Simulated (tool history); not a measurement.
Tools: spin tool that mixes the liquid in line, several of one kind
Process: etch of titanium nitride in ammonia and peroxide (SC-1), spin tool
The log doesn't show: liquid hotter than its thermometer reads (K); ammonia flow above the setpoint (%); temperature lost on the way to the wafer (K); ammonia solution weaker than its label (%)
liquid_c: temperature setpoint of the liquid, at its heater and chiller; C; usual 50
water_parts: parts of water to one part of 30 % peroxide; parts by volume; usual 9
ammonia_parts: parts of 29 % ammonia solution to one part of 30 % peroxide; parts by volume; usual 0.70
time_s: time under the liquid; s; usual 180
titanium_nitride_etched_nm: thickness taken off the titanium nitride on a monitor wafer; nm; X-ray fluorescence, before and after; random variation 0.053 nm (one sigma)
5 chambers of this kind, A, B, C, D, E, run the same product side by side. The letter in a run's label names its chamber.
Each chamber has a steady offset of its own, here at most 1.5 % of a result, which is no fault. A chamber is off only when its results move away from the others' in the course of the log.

run   hour  liquid_c  water_parts  ammonia_parts  time_s  hours since the thermometer was replaced  hours since the ammonia flow meter was replaced  hours since the heated supply line was repaired  hours since the drum of ammonia solution was connected  read-back film thickness of the titanium nitride reference wafer, read on the same gauge (nm)  titanium_nitride_etched_nm
 1E    5.3        50            9           0.70     180                                     523.7                                           1285.5                                            869.8                                                     5.4                                                                                         89.994                     12.8760
       8.2  -- chamber A: ammonia flow meter replaced
 2A   10.6        50            9           0.70     180                                     899.9                                              2.4                                           1022.8                                                   524.9                                                                                         90.035                     12.9430
 3C   15.0        50            9           0.70     180                                     784.5                                            190.1                                           2627.9                                                    49.1                                                                                         89.966                     13.1080
 4D   18.3        50            9           0.70     180                                    2685.6                                            449.3                                             23.1                                                   853.6                                                                                         90.002                     12.8270
 5B   22.7        50            9           0.70     180                                    1725.2                                            408.1                                            369.1                                                   370.8                                                                                         90.019                     12.8980
      25.0  -- chamber B: new drum of ammonia solution connected
 6B   29.8        50            9           0.70     100                                    1732.3                                            415.2                                            376.2                                                     4.8                                                                                         89.954                      7.1424
      35.1  -- chamber D: new drum of ammonia solution connected
 7E   36.5        50            9           0.70     100                                     554.9                                           1316.7                                            901.0                                                    36.6                                                                                         89.990                      7.2221
 8D   40.7        50            9           0.70     100                                    2708.0                                            471.7                                             45.5                                                     5.6                                                                                         90.013                      7.1905
 9A   45.1        50            9           0.70     100                                     934.4                                             36.9                                           1057.3                                                   559.4                                                                                         90.007                      7.1151
10C   49.0        50            9           0.70     100                                     818.5                                            224.1                                           2661.9                                                    83.1                                                                                         89.994                      7.2755
11C   54.6        50            9           0.70     180                                     824.1                                            229.7                                           2667.5                                                    88.7                                                                                         90.007                     12.9610
12E   61.0        50            9           0.70     180                                     579.4                                           1341.2                                            925.5                                                    61.1                                                                                         90.010                     12.8160
13D   66.1        50            9           0.70     180                                    2733.4                                            497.1                                             70.9                                                    31.0                                                                                         90.009                     12.8870
14A   70.9        50            9           0.70     180                                     960.2                                             62.7                                           1083.1                                                   585.2                                                                                         89.976                     12.8590
15B   76.9        50            9           0.70     180                                    1779.4                                            462.3                                            423.3                                                    51.9                                                                                         89.978                     12.7850
16D   83.8        50            9           0.70     180                                    2751.1                                            514.8                                             88.6                                                    48.7                                                                                         89.997                     12.9350
17C   90.5        50            9           0.70     180                                     860.0                                            265.6                                           2703.4                                                   124.6                                                                                         90.020                     13.0250
18B   94.4        50            9           0.70     180                                    1796.9                                            479.8                                            440.8                                                    69.4                                                                                         89.952                     12.7900
19A   99.8        50            9           0.70     180                                     989.1                                             91.6                                           1112.0                                                   614.1                                                                                         90.003                     12.9020
20E  104.5        50            9           0.70     180                                     622.9                                           1384.7                                            969.0                                                   104.6                                                                                         89.985                     12.9350
21E  110.5        50            9           0.70     180                                     628.9                                           1390.7                                            975.0                                                   110.6                                                                                         90.006                     12.9580
22D  117.0        50            9           0.70     180                                    2784.3                                            548.0                                            121.8                                                    81.9                                                                                         90.042                     13.0630
23B  122.6        50            9           0.70     180                                    1825.1                                            508.0                                            469.0                                                    97.6                                                                                         90.058                     12.7090
24C  125.8        50            9           0.95     180                                     895.3                                            300.9                                           2738.7                                                   159.9                                                                                         89.957                     13.7600
25A  132.6        50            9           0.95     180                                    1021.9                                            124.4                                           1144.8                                                   646.9                                                                                         90.001                     13.4740
     138.0  -- chamber A: new drum of ammonia solution connected
26E  139.2        50            9           0.95     180                                     657.6                                           1419.4                                           1003.7                                                   139.3                                                                                         90.021                     13.5970
27A  146.0        50            9           0.95     180                                    1035.3                                            137.8                                           1158.2                                                     8.1                                                                                         90.037                     13.4700
28C  150.7        50            9           0.95     180                                     920.2                                            325.8                                           2763.6                                                   184.8                                                                                         89.999                     13.7550
29D  154.5        50            9           0.70     180                                    2821.8                                            585.5                                            159.3                                                   119.4                                                                                         90.006                     12.8940
30B  157.9        50            9           0.70     180                                    1860.4                                            543.3                                            504.3                                                   132.9                                                                                         89.982                     12.5660
31C  164.1        50            9           0.70     180                                     933.6                                            339.2                                           2777.0                                                   198.2                                                                                         90.003                     13.1300
32B  170.4        50            9           0.70     180                                    1872.9                                            555.8                                            516.8                                                   145.4                                                                                         89.969                     12.5540
33E  176.3        50            9           0.70     180                                     694.7                                           1456.5                                           1040.8                                                   176.4                                                                                         90.044                     12.8050
34D  180.3        50            9           0.70     180                                    2847.6                                            611.3                                            185.1                                                   145.2                                                                                         89.962                     12.9700
35A  187.3        50            9           0.70     180                                    1076.6                                            179.1                                           1199.5                                                    49.4                                                                                         90.051                     12.8950
36E  192.3        50            9           0.60     235                                     710.7                                           1472.5                                           1056.8                                                   192.4                                                                                         89.981                     16.2790

Next, every chamber runs the same settings. What will each give?
37A  197.4        50            9           0.70     180                                                                                                                                                                                                                                                                                                                              ?
37B  197.4        50            9           0.70     180                                                                                                                                                                                                                                                                                                                              ?
37C  197.4        50            9           0.70     180                                                                                                                                                                                                                                                                                                                              ?
37D  197.4        50            9           0.70     180                                                                                                                                                                                                                                                                                                                              ?
37E  197.4        50            9           0.70     180                                                                                                                                                                                                                                                                                                                              ?

run  titanium_nitride_etched_nm
37A                     12.9750
37B                     12.4940
37C                     13.0260
37D                     12.9370
37E                     12.8690
